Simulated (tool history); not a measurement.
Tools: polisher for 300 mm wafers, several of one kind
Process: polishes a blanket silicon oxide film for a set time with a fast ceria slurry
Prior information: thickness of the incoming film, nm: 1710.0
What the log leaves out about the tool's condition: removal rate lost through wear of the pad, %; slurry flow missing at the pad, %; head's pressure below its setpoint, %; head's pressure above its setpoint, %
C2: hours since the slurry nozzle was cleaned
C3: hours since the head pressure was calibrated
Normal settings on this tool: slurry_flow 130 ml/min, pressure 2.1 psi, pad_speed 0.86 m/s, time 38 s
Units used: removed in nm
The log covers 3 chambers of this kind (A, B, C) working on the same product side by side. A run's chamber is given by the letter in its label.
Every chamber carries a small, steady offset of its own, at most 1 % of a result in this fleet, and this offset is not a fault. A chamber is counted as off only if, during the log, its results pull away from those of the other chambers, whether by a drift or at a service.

run 1C hour=10.6 | slurry_flow=130 pressure=2.1 pad_speed=0.86 time=38 | wafers_polished_on_this_pad=278 C2=92.1 C3=66.3 | removed=365.37
-- hour=16.3 chamber A: worn pad replaced by a new one
run 2B hour=17.3 | slurry_flow=130 pressure=2.1 pad_speed=0.86 time=38 | wafers_polished_on_this_pad=249 C2=361.9 C3=136 | removed=358.24
run 3A hour=29.7 | slurry_flow=130 pressure=2.1 pad_speed=0.86 time=38 | wafers_polished_on_this_pad=142 C2=495.8 C3=398 | removed=355.55
run 4B hour=39.1 | slurry_flow=130 pressure=2.1 pad_speed=0.86 time=38 | wafers_polished_on_this_pad=481 C2=383.7 C3=157.8 | removed=357.87
run 5A hour=48.1 | slurry_flow=130 pressure=2.1 pad_speed=0.86 time=38 | wafers_polished_on_this_pad=339 C2=514.2 C3=416.4 | removed=358.4
run 6C hour=61.3 | slurry_flow=130 pressure=2.1 pad_speed=0.86 time=38 | wafers_polished_on_this_pad=818 C2=142.8 C3=117 | removed=361.31
run 7B hour=72.7 | slurry_flow=130 pressure=2.1 pad_speed=0.86 time=38 | wafers_polished_on_this_pad=839 C2=417.3 C3=191.4 | removed=358.27
run 8A hour=86.1 | slurry_flow=130 pressure=2.1 pad_speed=0.86 time=38 | wafers_polished_on_this_pad=744 C2=552.2 C3=454.4 | removed=360.1
run 9C hour=93.1 | slurry_flow=130 pressure=1.9 pad_speed=0.86 time=48 | wafers_polished_on_this_pad=1157 C2=174.6 C3=148.8 | removed=418.5
-- hour=100.9 chamber A: worn pad replaced by a new one
run 10B hour=102.5 | slurry_flow=130 pressure=1.9 pad_speed=0.86 time=48 | wafers_polished_on_this_pad=1157 C2=447.1 C3=221.2 | removed=411.3
-- hour=108.7 chamber B: worn pad replaced by a new one
run 11C hour=115.9 | slurry_flow=130 pressure=1.9 pad_speed=0.86 time=48 | wafers_polished_on_this_pad=1400 C2=197.4 C3=171.6 | removed=410.19
-- hour=122 chamber C: worn pad replaced by a new one
run 12A hour=126 | slurry_flow=130 pressure=2.1 pad_speed=0.86 time=38 | wafers_polished_on_this_pad=268 C2=592.1 C3=494.3 | removed=358.8
-- hour=139.4 chamber A: slurry nozzle cleaned
run 13B hour=139.4 | slurry_flow=130 pressure=2.1 pad_speed=0.86 time=38 | wafers_polished_on_this_pad=328 C2=484 C3=258.1 | removed=356.34
run 14A hour=147.3 | slurry_flow=130 pressure=2.1 pad_speed=0.86 time=38 | wafers_polished_on_this_pad=495 C2=8 C3=515.6 | removed=357.64
run 15C hour=154.9 | slurry_flow=130 pressure=2.1 pad_speed=0.86 time=38 | wafers_polished_on_this_pad=350 C2=236.4 C3=210.6 | removed=362.13
run 16B hour=165.8 | slurry_flow=130 pressure=2.1 pad_speed=0.86 time=38 | wafers_polished_on_this_pad=609 C2=510.4 C3=284.5 | removed=353.88
run 17C hour=173.2 | slurry_flow=130 pressure=2.1 pad_speed=0.86 time=38 | wafers_polished_on_this_pad=545 C2=254.7 C3=228.9 | removed=363.56
run 18A hour=181.7 | slurry_flow=130 pressure=2.1 pad_speed=0.86 time=38 | wafers_polished_on_this_pad=861 C2=42.4 C3=550 | removed=360.24
-- hour=184.4 chamber A: worn pad replaced by a new one
run 19B hour=190.5 | slurry_flow=95 pressure=2.1 pad_speed=0.86 time=38 | wafers_polished_on_this_pad=872 C2=535.1 C3=309.2 | removed=331.97
run 20A hour=197.2 | slurry_flow=95 pressure=2.1 pad_speed=0.86 time=38 | wafers_polished_on_this_pad=137 C2=57.9 C3=565.5 | removed=333.29
run 21C hour=211.6 | slurry_flow=95 pressure=2.1 pad_speed=0.86 time=38 | wafers_polished_on_this_pad=955 C2=293.1 C3=267.3 | removed=336.76
run 22C hour=222.3 | slurry_flow=130 pressure=2.1 pad_speed=0.86 time=38 | wafers_polished_on_this_pad=1069 C2=303.8 C3=278 | removed=364.5
-- hour=226.2 chamber B: worn pad replaced by a new one
-- hour=229.4 chamber C: worn pad replaced by a new one
run 23B hour=233.8 | slurry_flow=130 pressure=2.1 pad_speed=0.86 time=38 | wafers_polished_on_this_pad=82 C2=578.4 C3=352.5 | removed=360.18
run 24A hour=248 | slurry_flow=130 pressure=2.1 pad_speed=0.86 time=38 | wafers_polished_on_this_pad=678 C2=108.7 C3=616.3 | removed=357.72
run 25C hour=258.5 | slurry_flow=130 pressure=2.1 pad_speed=0.86 time=38 | wafers_polished_on_this_pad=311 C2=340 C3=314.2 | removed=368.47
run 26A hour=267.7 | slurry_flow=130 pressure=2.1 pad_speed=0.76 time=38 | wafers_polished_on_this_pad=888 C2=128.4 C3=636 | removed=317.65
-- hour=275.2 chamber A: worn pad replaced by a new one
run 27B hour=277.8 | slurry_flow=130 pressure=2.1 pad_speed=0.76 time=38 | wafers_polished_on_this_pad=551 C2=622.4 C3=396.5 | removed=315.74
run 28C hour=289.8 | slurry_flow=130 pressure=2.1 pad_speed=0.76 time=38 | wafers_polished_on_this_pad=644 C2=371.3 C3=345.5 | removed=318.21
run 29B hour=297.2 | slurry_flow=130 pressure=2.1 pad_speed=0.68 time=26 | wafers_polished_on_this_pad=757 C2=641.8 C3=415.9 | removed=190.76
run 30A hour=305.2 | slurry_flow=130 pressure=2.1 pad_speed=0.68 time=26 | wafers_polished_on_this_pad=320 C2=165.9 C3=673.5 | removed=196.58
run 31C hour=319.6 | slurry_flow=130 pressure=2.1 pad_speed=0.68 time=26 | wafers_polished_on_this_pad=962 C2=401.1 C3=375.3 | removed=195.52
run 32B hour=327.5 | slurry_flow=130 pressure=2.4 pad_speed=0.86 time=38 | wafers_polished_on_this_pad=1080 C2=672.1 C3=446.2 | removed=412.28
run 33A hour=339.8 | slurry_flow=130 pressure=2.4 pad_speed=0.86 time=38 | wafers_polished_on_this_pad=689 C2=200.5 C3=708.1 | removed=413.4
run 34C hour=347 | slurry_flow=130 pressure=2.4 pad_speed=0.86 time=38 | wafers_polished_on_this_pad=1254 C2=428.5 C3=402.7 | removed=417.55
-- hour=350 chamber C: worn pad replaced by a new one
-- hour=359.4 chamber B: worn pad replaced by a new one
-- hour=361.6 chamber A: head pressure recalibrated
run 35A hour=362.3 | slurry_flow=130 pressure=2.1 pad_speed=0.86 time=38 | wafers_polished_on_this_pad=928 C2=223 C3=0.8 | removed=356.72
-- hour=366.9 chamber A: worn pad replaced by a new one
run 36B hour=372.6 | slurry_flow=130 pressure=2.8 pad_speed=0.86 time=48 | wafers_polished_on_this_pad=140 C2=717.2 C3=491.3 | removed=602.34
run 37A hour=386.9 | slurry_flow=130 pressure=2.8 pad_speed=0.86 time=48 | wafers_polished_on_this_pad=213 C2=247.6 C3=25.4 | removed=602.98
-- hour=389.5 chamber C: slurry nozzle cleaned
run 38B hour=402 | slurry_flow=130 pressure=2.8 pad_speed=0.86 time=48 | wafers_polished_on_this_pad=454 C2=746.6 C3=520.7 | removed=599.79
run 39C hour=413.5 | slurry_flow=130 pressure=2.1 pad_speed=0.86 time=38 | wafers_polished_on_this_pad=677 C2=24.1 C3=469.2 | removed=361.92
run 40A hour=422.9 | slurry_flow=130 pressure=2.1 pad_speed=0.86 time=38 | wafers_polished_on_this_pad=597 C2=283.6 C3=61.4 | removed=356.76
run 41B hour=431.2 | slurry_flow=130 pressure=2.1 pad_speed=0.86 time=38 | wafers_polished_on_this_pad=765 C2=775.8 C3=549.9 | removed=355.02
run 42C hour=439.5 | slurry_flow=130 pressure=2.1 pad_speed=0.86 time=38 | wafers_polished_on_this_pad=954 C2=50.1 C3=495.2 | removed=366.38

Next, all 3 chambers run the settings below, one line each with question marks for the results. What does each chamber give?
run 43A hour=450.5 | slurry_flow=130 pressure=2.1 pad_speed=0.6 time=38 | removed=?
run 43B hour=450.5 | slurry_flow=130 pressure=2.1 pad_speed=0.6 time=38 | removed=?
run 43C hour=450.5 | slurry_flow=130 pressure=2.1 pad_speed=0.6 time=38 | removed=?

run=43A removed=253.12
run=43B removed=247.09
run=43C removed=249.57
